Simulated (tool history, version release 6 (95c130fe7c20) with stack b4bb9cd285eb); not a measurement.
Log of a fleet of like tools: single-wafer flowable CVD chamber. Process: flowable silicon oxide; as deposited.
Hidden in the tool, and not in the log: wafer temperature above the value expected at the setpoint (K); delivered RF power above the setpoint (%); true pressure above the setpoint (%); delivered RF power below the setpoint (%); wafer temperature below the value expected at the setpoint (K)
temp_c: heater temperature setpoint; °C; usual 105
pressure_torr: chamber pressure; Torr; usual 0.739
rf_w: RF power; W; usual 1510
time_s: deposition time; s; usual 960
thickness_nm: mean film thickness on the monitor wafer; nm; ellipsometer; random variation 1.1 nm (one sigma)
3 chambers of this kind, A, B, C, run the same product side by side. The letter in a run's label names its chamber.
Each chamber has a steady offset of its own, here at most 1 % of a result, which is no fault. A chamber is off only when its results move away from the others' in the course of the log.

run   hour  temp_c  pressure_torr  rf_w  time_s  hours since the last thermocouple change  hours since the last RF generator calibration  hours since the last manometer calibration  read-back reference wafer on the same gauge, thickness_nm  thickness_nm
 1B    7.2     105          0.739  1510     960                                     499.4                                         1505.5                                      1217.2                                                     409.92        410.12
 2A   14.8     105          0.739  1510     960                                     533.9                                          460.9                                       205.5                                                     410.04        411.41
 3C   25.5     105          0.739  1510     960                                    1918.8                                          696.6                                       422.3                                                     409.78        410.11
 4A   33.9     105          0.739  1510     960                                     553.0                                          480.0                                       224.6                                                     409.75        411.43
 5B   43.1     105          0.739  1510     960                                     535.3                                         1541.4                                      1253.1                                                     409.78        410.00
      46.4  -- chamber B: capacitance manometer re-zeroed and calibrated
 6C   48.8     105          0.739  1510     960                                    1942.1                                          719.9                                       445.6                                                     409.85        410.12
 7A   56.0     112          0.739  1305     960                                     575.1                                          502.1                                       246.7                                                     410.08        312.47
 8C   65.2     112          0.739  1305     960                                    1958.5                                          736.3                                       462.0                                                     410.10        309.42
 9B   73.8     112          0.739  1305     960                                     566.0                                         1572.1                                        27.4                                                     409.99        307.84
10C   84.7     105          0.739  1510     960                                    1978.0                                          755.8                                       481.5                                                     409.82        412.16
11A   94.3     105          0.739  1510     960                                     613.4                                          540.4                                       285.0                                                     410.07        412.73
12B  100.5     105          0.739  1510     960                                     592.7                                         1598.8                                        54.1                                                     410.25        406.89
13C  107.1     105          0.739  1510     960                                    2000.4                                          778.2                                       503.9                                                     409.97        410.25
     112.8  -- chamber C: thermocouple changed; heater temperature recalibrated
14A  115.5     105          0.739  1325     876                                     634.6                                          561.6                                       306.2                                                     410.23        357.90
15B  120.6     105          0.739  1325     876                                     612.8                                         1618.9                                        74.2                                                     409.93        358.18
16B  130.6     105          0.739  1325     876                                     622.8                                         1628.9                                        84.2                                                     410.07        356.71
17A  136.5     105          0.739  1510     960                                     655.6                                          582.6                                       327.2                                                     409.93        411.06
18C  145.5     105          0.739  1510     960                                      32.7                                          816.6                                       542.3                                                     410.07        426.86
19A  153.3     105          0.739  1510     960                                     672.4                                          599.4                                       344.0                                                     409.83        410.94
20C  160.2     105          0.739  1510     960                                      47.4                                          831.3                                       557.0                                                     409.95        425.43
21B  168.5     105          0.739  1510     960                                     660.7                                         1666.8                                       122.1                                                     410.08        409.47
     176.8  -- chamber B: RF generator calibrated
22C  177.7     105          0.739  1510     960                                      64.9                                          848.8                                       574.5                                                     410.16        429.47
23A  187.3     105          0.592  1510    1135                                     706.4                                          633.4                                       378.0                                                     409.93        358.60
24B  195.9     105          0.592  1510    1135                                     688.1                                           19.1                                       149.5                                                     409.89        360.69
25B  204.0     105          0.592  1510    1135                                     696.2                                           27.2                                       157.6                                                     410.15        359.90
26C  213.1     105          0.739  1510     960                                     100.3                                          884.2                                       609.9                                                     409.84        425.88
27A  220.5     105          0.739  1510     960                                     739.6                                          666.6                                       411.2                                                     410.09        410.08
28A  228.7     105          0.739  1510     960                                     747.8                                          674.8                                       419.4                                                     409.89        411.69
29C  239.5     105          0.739  1510     960                                     126.7                                          910.6                                       636.3                                                     409.83        427.24
30B  249.4     105          0.739  1510     960                                     741.6                                           72.6                                       203.0                                                     409.75        410.31
31B  257.9     105          0.739  1510     960                                     750.1                                           81.1                                       211.5                                                     410.06        409.12
32C  268.0     105          0.739  1510     960                                     155.2                                          939.1                                       664.8                                                     410.00        428.14
33A  277.2     105          0.739  1510     960                                     796.3                                          723.3                                       467.9                                                     410.09        411.43
34C  286.3     105          0.739  1510     960                                     173.5                                          957.4                                       683.1                                                     409.99        427.15
35A  291.6     105          0.739  1510     960                                     810.7                                          737.7                                       482.3                                                     409.80        410.94
36B  301.9     105          0.739  1510     960                                     794.1                                          125.1                                       255.5                                                     409.92        408.36
37B  309.5     105          0.739  1510     960                                     801.7                                          132.7                                       263.1                                                     410.10        411.70
38A  320.6     105          0.739  1510     960                                     839.7                                          766.7                                       511.3                                                     410.37        410.97
39C  330.3     116          0.739  1350     960                                     217.5                                         1001.4                                       727.1                                                     410.01        287.75
40A  338.5     116          0.739  1350     960                                     857.6                                          784.6                                       529.2                                                     409.81        281.17
41B  345.6     116          0.739  1350     960                                     837.8                                          168.8                                       299.2                                                     410.06        275.86
42C  352.5     105          0.739  1510     960                                     239.7                                         1023.6                                       749.3                                                     410.01        427.41
43C  363.1     105          0.739  1510     960                                     250.3                                         1034.2                                       759.9                                                     409.96        425.80
44A  373.5     105          0.739  1510     960                                     892.6                                          819.6                                       564.2                                                     410.14        412.40

Is one chamber off against the others, does the gauge drift, or is nothing wrong? If a chamber is off, say which, and what the likeliest cause is.

A service left chamber C off against the others.
Cause: wafer temperature below the value expected at the setpoint (K) = 1.17.

Here are 4 candidates for chamber C's next run, each the usual settings with a change, their results left as question marks. Which one brings its results back in line with what the others give on the usual settings?
In line means no further than this from the other chambers' mean on the usual settings: thickness_nm 3.90 nm
45C-1  381.4     104          0.739  1515     965                                                                                                                                                                                                             ?
45C-2  381.4     104          0.751  1510     968                                                                                                                                                                                                             ?
45C-3  381.4     106          0.727  1510     952                                                                                                                                                                                                             ?
45C-4  381.4     105          0.723  1505     950                                                                                                                                                                                                             ?

The other chambers' mean on the usual settings: thickness_nm 410.32 nm
  run  thickness_nm
45C-1        444.41
45C-2        454.82
45C-3        400.59
45C-4        409.88
45C-4 brings the chamber back in line.

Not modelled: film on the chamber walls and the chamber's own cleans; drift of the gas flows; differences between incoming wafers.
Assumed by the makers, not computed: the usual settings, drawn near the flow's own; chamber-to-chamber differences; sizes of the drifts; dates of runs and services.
